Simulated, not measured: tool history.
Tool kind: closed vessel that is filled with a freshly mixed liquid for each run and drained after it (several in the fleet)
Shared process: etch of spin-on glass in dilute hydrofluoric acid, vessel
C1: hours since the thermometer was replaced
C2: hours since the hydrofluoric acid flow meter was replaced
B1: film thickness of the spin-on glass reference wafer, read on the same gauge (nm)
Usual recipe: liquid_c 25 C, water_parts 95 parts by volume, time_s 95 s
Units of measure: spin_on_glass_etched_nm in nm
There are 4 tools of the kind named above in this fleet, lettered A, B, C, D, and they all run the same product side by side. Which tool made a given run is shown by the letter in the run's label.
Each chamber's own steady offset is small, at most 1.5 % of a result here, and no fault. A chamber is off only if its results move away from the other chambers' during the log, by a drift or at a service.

run 1A hour=7.1 | liquid_c=25 water_parts=95 time_s=95 | C1=1501 C2=174.9 | B1=70.005 | spin_on_glass_etched_nm=35.763
run 2C hour=13.3 | liquid_c=25 water_parts=95 time_s=95 | C1=556.4 C2=1107.2 | B1=69.992 | spin_on_glass_etched_nm=35.698
run 3B hour=19.4 | liquid_c=25 water_parts=95 time_s=95 | C1=372.7 C2=706.8 | B1=70.008 | spin_on_glass_etched_nm=35.345
run 4D hour=25.3 | liquid_c=25 water_parts=95 time_s=95 | C1=329.7 C2=314.1 | B1=70.012 | spin_on_glass_etched_nm=35.139
run 5B hour=33.5 | liquid_c=25 water_parts=95 time_s=95 | C1=386.8 C2=720.9 | B1=69.992 | spin_on_glass_etched_nm=35.706
run 6D hour=39.8 | liquid_c=25 water_parts=95 time_s=95 | C1=344.2 C2=328.6 | B1=69.974 | spin_on_glass_etched_nm=35.899
run 7C hour=47.6 | liquid_c=25 water_parts=95 time_s=95 | C1=590.7 C2=1141.5 | B1=69.994 | spin_on_glass_etched_nm=35.498
run 8A hour=55.8 | liquid_c=25 water_parts=95 time_s=95 | C1=1549.7 C2=223.6 | B1=70.017 | spin_on_glass_etched_nm=35.595
run 9B hour=61 | liquid_c=21 water_parts=95 time_s=130 | C1=414.3 C2=748.4 | B1=69.993 | spin_on_glass_etched_nm=41.003
run 10D hour=68.1 | liquid_c=21 water_parts=95 time_s=130 | C1=372.5 C2=356.9 | B1=70.002 | spin_on_glass_etched_nm=42.23
run 11C hour=76.6 | liquid_c=21 water_parts=95 time_s=130 | C1=619.7 C2=1170.5 | B1=70.013 | spin_on_glass_etched_nm=42.665
run 12A hour=85.9 | liquid_c=21 water_parts=95 time_s=130 | C1=1579.8 C2=253.7 | B1=70.001 | spin_on_glass_etched_nm=41.057
run 13A hour=93.8 | liquid_c=25 water_parts=95 time_s=80 | C1=1587.7 C2=261.6 | B1=70.014 | spin_on_glass_etched_nm=29.839
run 14C hour=99 | liquid_c=25 water_parts=95 time_s=80 | C1=642.1 C2=1192.9 | B1=70.005 | spin_on_glass_etched_nm=31.31
run 15B hour=108.3 | liquid_c=25 water_parts=95 time_s=80 | C1=461.6 C2=795.7 | B1=70 | spin_on_glass_etched_nm=30.046
run 16D hour=117.7 | liquid_c=25 water_parts=95 time_s=80 | C1=422.1 C2=406.5 | B1=69.991 | spin_on_glass_etched_nm=30.838
run 17D hour=123.5 | liquid_c=25 water_parts=95 time_s=95 | C1=427.9 C2=412.3 | B1=70.024 | spin_on_glass_etched_nm=36.108
run 18A hour=128 | liquid_c=25 water_parts=95 time_s=95 | C1=1621.9 C2=295.8 | B1=69.996 | spin_on_glass_etched_nm=35.072
run 19B hour=136.2 | liquid_c=25 water_parts=95 time_s=95 | C1=489.5 C2=823.6 | B1=69.998 | spin_on_glass_etched_nm=35.422
run 20C hour=144.3 | liquid_c=25 water_parts=95 time_s=95 | C1=687.4 C2=1238.2 | B1=69.989 | spin_on_glass_etched_nm=38.018
run 21A hour=153.5 | liquid_c=25 water_parts=95 time_s=95 | C1=1647.4 C2=321.3 | B1=70.019 | spin_on_glass_etched_nm=35.937
run 22B hour=163.1 | liquid_c=21 water_parts=95 time_s=60 | C1=516.4 C2=850.5 | B1=69.998 | spin_on_glass_etched_nm=18.66
run 23C hour=172.7 | liquid_c=21 water_parts=95 time_s=60 | C1=715.8 C2=1266.6 | B1=70.003 | spin_on_glass_etched_nm=20.896
run 24D hour=181 | liquid_c=21 water_parts=95 time_s=60 | C1=485.4 C2=469.8 | B1=70.008 | spin_on_glass_etched_nm=19.552
run 25B hour=189.5 | liquid_c=21 water_parts=95 time_s=60 | C1=542.8 C2=876.9 | B1=69.977 | spin_on_glass_etched_nm=18.936
run 26A hour=197.1 | liquid_c=25 water_parts=95 time_s=95 | C1=1691 C2=364.9 | B1=69.984 | spin_on_glass_etched_nm=35.792
run 27C hour=203.2 | liquid_c=25 water_parts=95 time_s=95 | C1=746.3 C2=1297.1 | B1=69.994 | spin_on_glass_etched_nm=39.978
run 28D hour=212.8 | liquid_c=25 water_parts=95 time_s=95 | C1=517.2 C2=501.6 | B1=69.967 | spin_on_glass_etched_nm=35.937
run 29B hour=222 | liquid_c=25 water_parts=95 time_s=95 | C1=575.3 C2=909.4 | B1=69.997 | spin_on_glass_etched_nm=34.728
run 30D hour=226.9 | liquid_c=25 water_parts=95 time_s=95 | C1=531.3 C2=515.7 | B1=69.981 | spin_on_glass_etched_nm=36.639
run 31C hour=234.9 | liquid_c=25 water_parts=95 time_s=95 | C1=778 C2=1328.8 | B1=70.007 | spin_on_glass_etched_nm=40.47
run 32A hour=239.7 | liquid_c=25 water_parts=95 time_s=95 | C1=1733.6 C2=407.5 | B1=70.002 | spin_on_glass_etched_nm=35.4

Which is it: a chamber that has drifted or been left off by a service, a gauge drift common to all chambers, or only each chamber's usual small offset? If a chamber is off, name it and its likeliest cause.

Chamber C drifts away from the others.
Cause: hydrofluoric acid flow above the setpoint (%) = 11.5.
The log may not separate it from: liquid hotter than its thermometer reads (K).

Below are 4 candidate recipes for chamber C's next run, each the usual settings with a change, their results shown as question marks. Which of them brings C's results back in line with what the other chambers give on the usual settings?
Counts as in line when no further than this from what the other chambers average on the usual settings: spin_on_glass_etched_nm 1.1 nm
run 33C-1 hour=246.9 | liquid_c=26 water_parts=95 time_s=120 | spin_on_glass_etched_nm=?
run 33C-2 hour=246.9 | liquid_c=24.5 water_parts=95 time_s=85 | spin_on_glass_etched_nm=?
run 33C-3 hour=246.9 | liquid_c=25 water_parts=85 time_s=95 | spin_on_glass_etched_nm=?
run 33C-4 hour=246.9 | liquid_c=25 water_parts=120 time_s=95 | spin_on_glass_etched_nm=?

The other chambers' mean on the usual settings: spin_on_glass_etched_nm 35.557 nm
run=33C-1 spin_on_glass_etched_nm=53.177
run=33C-2 spin_on_glass_etched_nm=35.536
run=33C-3 spin_on_glass_etched_nm=45.879
run=33C-4 spin_on_glass_etched_nm=31.053
33C-2 brings the chamber back in line.
